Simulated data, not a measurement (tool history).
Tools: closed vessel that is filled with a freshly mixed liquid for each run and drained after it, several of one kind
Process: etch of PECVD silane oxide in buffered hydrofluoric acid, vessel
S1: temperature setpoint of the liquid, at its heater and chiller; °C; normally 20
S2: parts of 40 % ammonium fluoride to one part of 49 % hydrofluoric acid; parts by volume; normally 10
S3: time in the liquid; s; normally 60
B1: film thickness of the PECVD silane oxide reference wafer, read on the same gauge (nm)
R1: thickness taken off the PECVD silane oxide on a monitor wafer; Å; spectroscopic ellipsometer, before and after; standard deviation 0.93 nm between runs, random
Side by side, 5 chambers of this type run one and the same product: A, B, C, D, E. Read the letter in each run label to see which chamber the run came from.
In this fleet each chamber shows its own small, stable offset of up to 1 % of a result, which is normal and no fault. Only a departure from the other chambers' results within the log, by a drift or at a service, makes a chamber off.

| run | day | S1 | S2 | S3 | B1 | R1 |
|---|---|---|---|---|---|---|
| 1D | 0.258 | 20 | 10 | 60 | 140 | 1353 |
| 2E | 0.446 | 20 | 10 | 60 | 140 | 1332.3 |
| 3C | 0.612 | 20 | 10 | 60 | 140.03 | 1349.4 |
| 4B | 0.779 | 20 | 10 | 60 | 140 | 1332.2 |
| 5A | 1.071 | 20 | 10 | 60 | 139.99 | 1352.8 |
| 6B | 1.3 | 20 | 10 | 60 | 140.02 | 1331.1 |
| 7C | 1.5 | 20 | 10 | 60 | 139.98 | 1319.6 |
| 8A | 1.775 | 20 | 10 | 60 | 140.01 | 1341.4 |
| 9E | 1.929 | 20 | 10 | 60 | 139.98 | 1346.1 |
| 10D | 2.179 | 20 | 10 | 60 | 140 | 1340.2 |
| 11B | 2.396 | 17 | 10 | 45 | 139.99 | 839.54 |
| 12C | 2.617 | 17 | 10 | 45 | 140.02 | 841.15 |
| 13A | 2.892 | 17 | 10 | 45 | 140 | 843.26 |
|  | 2.954 | chamber A: hydrofluoric acid flow meter replaced |
| 14D | 3.067 | 17 | 10 | 45 | 139.97 | 856.9 |
| 15E | 3.217 | 17 | 10 | 45 | 140 | 849.1 |
| 16B | 3.512 | 23 | 10 | 60 | 140.02 | 1559.2 |
| 17C | 3.821 | 23 | 10 | 60 | 140.03 | 1567.1 |
| 18E | 4.075 | 23 | 10 | 60 | 139.98 | 1573.2 |
| 19D | 4.329 | 23 | 10 | 60 | 140.02 | 1605.1 |
| 20A | 4.504 | 23 | 10 | 60 | 140.01 | 1617.2 |
|  | 4.758 | chamber D: hydrofluoric acid flow meter replaced |
| 21B | 4.808 | 20 | 10 | 60 | 140.02 | 1321.6 |
| 22C | 5.008 | 20 | 10 | 60 | 140 | 1321.4 |
| 23A | 5.312 | 20 | 10 | 60 | 140 | 1343.7 |
| 24D | 5.55 | 20 | 10 | 60 | 139.98 | 1361.3 |
| 25E | 5.829 | 20 | 10 | 60 | 140 | 1341.5 |
| 26A | 6.088 | 20 | 10 | 60 | 140.02 | 1331.1 |
| 27C | 6.404 | 20 | 10 | 60 | 139.98 | 1337.3 |
| 28E | 6.588 | 20 | 10 | 60 | 140.01 | 1329.7 |
| 29D | 6.871 | 20 | 10 | 60 | 140.02 | 1363.9 |
| 30B | 7.017 | 18.5 | 10 | 60 | 140.01 | 1215.3 |
|  | 7.104 | chamber C: thermometer replaced |
| 31E | 7.283 | 18.5 | 10 | 60 | 140 | 1219 |
| 32D | 7.529 | 18.5 | 10 | 60 | 140.01 | 1238.3 |
| 33C | 7.8 | 18.5 | 10 | 60 | 139.99 | 1223.5 |
| 34B | 7.988 | 18.5 | 10 | 60 | 140 | 1229.4 |
| 35A | 8.183 | 20 | 10 | 60 | 139.99 | 1357.1 |
| 36A | 8.45 | 20 | 10 | 60 | 139.99 | 1341.8 |
| 37E | 8.658 | 20 | 10 | 60 | 139.98 | 1335.4 |
| 38C | 8.925 | 20 | 10 | 60 | 139.98 | 1339.8 |
| 39B | 9.171 | 20 | 13.5 | 35 | 139.99 | 576.36 |
| 40D | 9.425 | 20 | 13.5 | 35 | 140.01 | 586.56 |

Each of the 5 chambers runs these same settings next. Fill in every chamber's results:
| 41A | 9.662 | 20 | 10 | 85 |  | ? |
| 41B | 9.662 | 20 | 10 | 85 |  | ? |
| 41C | 9.662 | 20 | 10 | 85 |  | ? |
| 41D | 9.662 | 20 | 10 | 85 |  | ? |
| 41E | 9.662 | 20 | 10 | 85 |  | ? |

| run | R1 |
|---|---|
| 41A | 1939.9 |
| 41B | 1906.5 |
| 41C | 1875.5 |
| 41D | 1920.1 |
| 41E | 1880 |
